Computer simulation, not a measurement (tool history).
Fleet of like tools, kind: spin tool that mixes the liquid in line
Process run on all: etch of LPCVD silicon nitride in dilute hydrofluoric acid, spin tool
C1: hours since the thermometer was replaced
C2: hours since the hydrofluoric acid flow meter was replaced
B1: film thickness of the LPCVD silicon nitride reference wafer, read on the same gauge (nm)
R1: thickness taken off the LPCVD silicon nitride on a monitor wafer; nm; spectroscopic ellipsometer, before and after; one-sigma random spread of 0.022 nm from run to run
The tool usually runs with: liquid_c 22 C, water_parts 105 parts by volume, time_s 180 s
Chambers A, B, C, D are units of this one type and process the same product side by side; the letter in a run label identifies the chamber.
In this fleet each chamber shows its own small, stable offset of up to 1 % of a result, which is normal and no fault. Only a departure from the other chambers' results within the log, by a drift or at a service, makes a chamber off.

At hour 0.1: chamber B: hydrofluoric acid flow meter replaced.
Run 1B, hour 7.5: usual settings; C1 1844; C2 7.5; B1 40.023. Result: R1 0.74236 nm.
Run 2A, hour 16.4: usual settings; C1 745.7; C2 1940.9; B1 40.038. Result: R1 0.7012 nm.
Run 3D, hour 25: usual settings; C1 423.3; C2 1245.3; B1 39.999. Result: R1 0.69364 nm.
Run 4C, hour 34: usual settings; C1 501; C2 824.5; B1 39.986. Result: R1 0.72553 nm.
Run 5D, hour 40.8: usual settings but water_parts 145 parts by volume, time_s 140 s; C1 439.1; C2 1261.1; B1 39.982. Result: R1 0.39331 nm.
Run 6A, hour 51.7: usual settings but water_parts 145 parts by volume, time_s 140 s; C1 781; C2 1976.2; B1 39.979. Result: R1 0.40651 nm.
Run 7B, hour 56.6: usual settings but water_parts 145 parts by volume, time_s 140 s; C1 1893.1; C2 56.6; B1 40.007. Result: R1 0.39849 nm.
Run 8C, hour 65.3: usual settings but water_parts 145 parts by volume, time_s 140 s; C1 532.3; C2 855.8; B1 40.024. Result: R1 0.42487 nm.
Run 9B, hour 73.7: usual settings; C1 1910.2; C2 73.7; B1 39.984. Result: R1 0.68295 nm.
Run 10D, hour 80.7: usual settings; C1 479; C2 1301; B1 40.015. Result: R1 0.72734 nm.
Run 11A, hour 90.1: usual settings; C1 819.4; C2 2014.6; B1 40.017. Result: R1 0.69336 nm.
Run 12C, hour 99.5: usual settings; C1 566.5; C2 890; B1 39.99. Result: R1 0.72669 nm.
At hour 101.5: chamber D: hydrofluoric acid flow meter replaced.
Run 13C, hour 106.8: usual settings; C1 573.8; C2 897.3; B1 39.938. Result: R1 0.74448 nm.
Run 14A, hour 114.5: usual settings; C1 843.8; C2 2039; B1 40.022. Result: R1 0.75552 nm.
Run 15D, hour 125.1: usual settings; C1 523.4; C2 23.7; B1 39.98. Result: R1 0.70799 nm.
Run 16B, hour 131.3: usual settings; C1 1967.8; C2 131.3; B1 40.016. Result: R1 0.66532 nm.
Run 17C, hour 142.5: usual settings; C1 609.5; C2 933; B1 40.003. Result: R1 0.75303 nm.
Run 18B, hour 149.7: usual settings; C1 1986.2; C2 149.7; B1 39.954. Result: R1 0.72055 nm.
Run 19D, hour 158.7: usual settings; C1 557; C2 57.3; B1 40. Result: R1 0.70205 nm.
Run 20A, hour 166.4: usual settings; C1 895.7; C2 2090.9; B1 39.992. Result: R1 0.7296 nm.
Run 21B, hour 177.2: usual settings but water_parts 140 parts by volume; C1 2013.7; C2 177.2; B1 39.943. Result: R1 0.52503 nm.
Run 22A, hour 183.3: usual settings but water_parts 140 parts by volume; C1 912.6; C2 2107.8; B1 40.021. Result: R1 0.51975 nm.
Run 23C, hour 192: usual settings but water_parts 140 parts by volume; C1 659; C2 982.5; B1 40.004. Result: R1 0.53801 nm.
Run 24D, hour 197.3: usual settings but water_parts 140 parts by volume; C1 595.6; C2 95.9; B1 39.999. Result: R1 0.56505 nm.
Run 25B, hour 205.4: usual settings; C1 2041.9; C2 205.4; B1 40. Result: R1 0.74206 nm.
Run 26C, hour 213.3: usual settings; C1 680.3; C2 1003.8; B1 40.019. Result: R1 0.68851 nm.
Run 27A, hour 223.7: usual settings; C1 953; C2 2148.2; B1 40.045. Result: R1 0.71366 nm.
Run 28D, hour 232.2: usual settings; C1 630.5; C2 130.8; B1 40. Result: R1 0.69757 nm.
Run 29A, hour 239.6: usual settings; C1 968.9; C2 2164.1; B1 40.019. Result: R1 0.74031 nm.
Run 30D, hour 250.6: usual settings; C1 648.9; C2 149.2; B1 39.987. Result: R1 0.69523 nm.
Run 31C, hour 259: usual settings; C1 726; C2 1049.5; B1 40.015. Result: R1 0.7105 nm.
Run 32B, hour 264.9: usual settings; C1 2101.4; C2 264.9; B1 39.984. Result: R1 0.7208 nm.
Run 33A, hour 270.3: usual settings; C1 999.6; C2 2194.8; B1 40.002. Result: R1 0.72672 nm.
Run 34C, hour 279.2: usual settings; C1 746.2; C2 1069.7; B1 39.998. Result: R1 0.71661 nm.
Run 35B, hour 287.2: usual settings; C1 2123.7; C2 287.2; B1 40.004. Result: R1 0.68932 nm.
Run 36D, hour 292.6: usual settings; C1 690.9; C2 191.2; B1 39.991. Result: R1 0.7181 nm.
Run 37A, hour 301.2: usual settings; C1 1030.5; C2 2225.7; B1 40.014. Result: R1 0.73721 nm.
Run 38D, hour 311: usual settings but liquid_c 18 C; C1 709.3; C2 209.6; B1 40.021. Result: R1 0.5295 nm.
Run 39C, hour 318.9: usual settings but liquid_c 18 C; C1 785.9; C2 1109.4; B1 40.004. Result: R1 0.54465 nm.
Run 40B, hour 324.8: usual settings but liquid_c 18 C; C1 2161.3; C2 324.8; B1 39.99. Result: R1 0.53579 nm.
Run 41C, hour 330.4: usual settings but liquid_c 18 C; C1 797.4; C2 1120.9; B1 39.987. Result: R1 0.52465 nm.

All 4 chambers run these settings next. Forecast each chamber's results:
Run 42A, hour 338.4: usual settings but time_s 220 s. Result: R1 ?.
Run 42B, hour 338.4: usual settings but time_s 220 s. Result: R1 ?.
Run 42C, hour 338.4: usual settings but time_s 220 s. Result: R1 ?.
Run 42D, hour 338.4: usual settings but time_s 220 s. Result: R1 ?.

run       R1
42A  0.91782
42B  0.90052
42C  0.89962
42D  0.90382
